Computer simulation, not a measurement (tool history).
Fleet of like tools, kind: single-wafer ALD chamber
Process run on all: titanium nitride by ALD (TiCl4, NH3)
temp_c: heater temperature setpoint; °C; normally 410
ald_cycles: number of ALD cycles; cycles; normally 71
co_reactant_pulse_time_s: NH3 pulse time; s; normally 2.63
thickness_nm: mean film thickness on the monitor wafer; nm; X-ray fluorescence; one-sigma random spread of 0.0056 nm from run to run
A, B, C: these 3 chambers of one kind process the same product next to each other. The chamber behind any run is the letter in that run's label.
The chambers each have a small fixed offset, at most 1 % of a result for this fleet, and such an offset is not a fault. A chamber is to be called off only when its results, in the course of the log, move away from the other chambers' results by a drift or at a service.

run   hour  temp_c  ald_cycles  co_reactant_pulse_time_s  hours since the last thermocouple change  read-back reference wafer on the same gauge, thickness_nm  thickness_nm
 1C   11.5     410          71                      2.63                                     372.9                                                     1.4807        1.5726
 2B   18.5     410          71                      2.63                                     312.5                                                     1.4797        1.5821
 3A   24.6     410          71                      2.63                                    1373.9                                                     1.4800        1.5757
 4B   30.5     410          71                      2.63                                     324.5                                                     1.4803        1.5823
 5A   40.3     410          71                      2.63                                    1389.6                                                     1.4813        1.5787
 6C   47.4     410          71                      2.63                                     408.8                                                     1.4801        1.5694
 7B   54.5     410          71                      2.63                                     348.5                                                     1.4800        1.5820
 8A   63.5     410          71                      2.63                                    1412.8                                                     1.4802        1.5766
 9C   69.1     410          71                      2.63                                     430.5                                                     1.4792        1.5628
10A   78.3     410          71                      2.63                                    1427.6                                                     1.4805        1.5834
11B   84.3     410          71                      2.63                                     378.3                                                     1.4792        1.5928
12C   95.2     410          71                      2.63                                     456.6                                                     1.4802        1.5718
13B  107.1     410          71                      2.63                                     401.1                                                     1.4805        1.5823
14C  119.3     416          71                      2.63                                     480.7                                                     1.4800        1.5687
15A  127.6     416          71                      2.63                                    1476.9                                                     1.4803        1.5788
16B  137.1     416          71                      2.63                                     431.1                                                     1.4784        1.5960
17A  146.0     410          71                      2.63                                    1495.3                                                     1.4806        1.5860
18C  153.3     410          71                      2.63                                     514.7                                                     1.4789        1.5745
19A  161.9     410          71                      2.63                                    1511.2                                                     1.4799        1.5715
20C  170.3     410          71                      2.63                                     531.7                                                     1.4794        1.5766
21B  176.7     410          71                      2.63                                     470.7                                                     1.4791        1.5860
22C  182.7     420          71                      2.63                                     544.1                                                     1.4810        1.5665
23A  190.5     420          71                      2.63                                    1539.8                                                     1.4797        1.5808
24B  199.7     420          71                      2.63                                     493.7                                                     1.4798        1.5865
25C  209.2     398          71                      2.23                                     570.6                                                     1.4806        1.5599

The same settings go to every chamber for the next run, one line per chamber below. Forecast the results for each:
26A  218.0     410          61                      2.63                                                                                                                  ?
26B  218.0     410          61                      2.63                                                                                                                  ?
26C  218.0     410          61                      2.63                                                                                                                  ?

run  thickness_nm
26A        1.3569
26B        1.3543
26C        1.3454

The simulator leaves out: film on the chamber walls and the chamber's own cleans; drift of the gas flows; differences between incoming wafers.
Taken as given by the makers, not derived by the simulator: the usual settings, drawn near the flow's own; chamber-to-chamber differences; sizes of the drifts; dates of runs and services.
